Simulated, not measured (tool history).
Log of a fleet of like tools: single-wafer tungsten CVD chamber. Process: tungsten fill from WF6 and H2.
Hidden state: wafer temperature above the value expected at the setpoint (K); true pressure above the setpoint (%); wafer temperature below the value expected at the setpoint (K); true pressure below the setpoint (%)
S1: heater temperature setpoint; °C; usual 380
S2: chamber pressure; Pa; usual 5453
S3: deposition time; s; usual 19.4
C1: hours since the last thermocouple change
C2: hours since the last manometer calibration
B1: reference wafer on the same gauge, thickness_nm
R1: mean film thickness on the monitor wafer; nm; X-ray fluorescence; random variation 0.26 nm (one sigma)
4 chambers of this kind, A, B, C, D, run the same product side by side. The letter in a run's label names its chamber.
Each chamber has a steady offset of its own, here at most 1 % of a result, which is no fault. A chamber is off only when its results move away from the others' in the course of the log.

run,hour,S1,S2,S3,C1,C2,B1,R1
1A,4.3,380,5453,19.4,486.1,988.9,41.436,44.701
2C,7.5,380,5453,19.4,338.0,739.5,41.412,44.141
3D,11.3,380,5453,19.4,1339.4,85.9,41.378,44.353
4B,14.4,380,5453,19.4,277.8,1849.0,41.380,44.279
5C,16.8,380,5453,19.4,347.3,748.8,41.362,44.388
6D,19.6,380,5453,19.4,1347.7,94.2,41.403,44.270
7A,23.4,380,5453,19.4,505.2,1008.0,41.416,44.611
8B,26.3,380,5453,19.4,289.7,1860.9,41.329,44.209
9C,28.5,380,5453,19.4,359.0,760.5,41.395,43.917
10D,33.0,380,5453,19.4,1361.1,107.6,41.404,44.317
11A,36.5,380,5453,19.4,518.3,1021.1,41.449,44.613
12B,38.8,380,5453,19.4,302.2,1873.4,41.426,43.765
# hour 41.7: chamber D: thermocouple changed; heater temperature recalibrated
13D,43.5,380,5453,19.4,1.9,118.1,41.409,44.487
14A,45.6,380,5453,19.4,527.4,1030.2,41.380,44.348
15B,50.4,369,5453,19.4,313.8,1885.0,41.348,35.440
16C,54.7,369,5453,19.4,385.2,786.7,41.464,35.085
17B,57.7,369,5453,19.4,321.1,1892.3,41.323,35.295
18D,62.0,369,5453,19.4,20.4,136.6,41.399,35.205
19A,65.6,380,6653,19.4,547.4,1050.2,41.447,48.451
20C,70.2,380,6653,19.4,400.7,802.2,41.406,48.273
21C,74.2,380,6653,19.4,404.7,806.2,41.362,48.203
22D,78.0,380,6653,19.4,36.4,152.6,41.381,48.470
23B,82.0,380,5453,19.4,345.4,1916.6,41.433,43.957
24A,84.1,380,4906,19.4,565.9,1068.7,41.457,42.153
25D,88.8,380,4906,19.4,47.2,163.4,41.308,42.339
26B,91.9,380,4906,19.4,355.3,1926.5,41.360,42.842
27C,94.5,380,4906,19.4,425.0,826.5,41.424,42.179
28A,97.1,380,5453,19.4,578.9,1081.7,41.414,44.591
29D,100.3,380,5973,19.4,58.7,174.9,41.496,46.206
30C,104.3,380,5973,19.4,434.8,836.3,41.392,46.397
31A,107.0,380,5973,19.4,588.8,1091.6,41.376,46.492
32B,109.7,380,5973,19.4,373.1,1944.3,41.377,45.940
33B,112.2,380,5453,19.4,375.6,1946.8,41.293,44.437

All 4 chambers run these settings next. Forecast each chamber's results:
34A,115.7,380,5453,20.9,,,,?
34B,115.7,380,5453,20.9,,,,?
34C,115.7,380,5453,20.9,,,,?
34D,115.7,380,5453,20.9,,,,?

run,R1
34A,48.001
34B,47.840
34C,47.690
34D,48.159
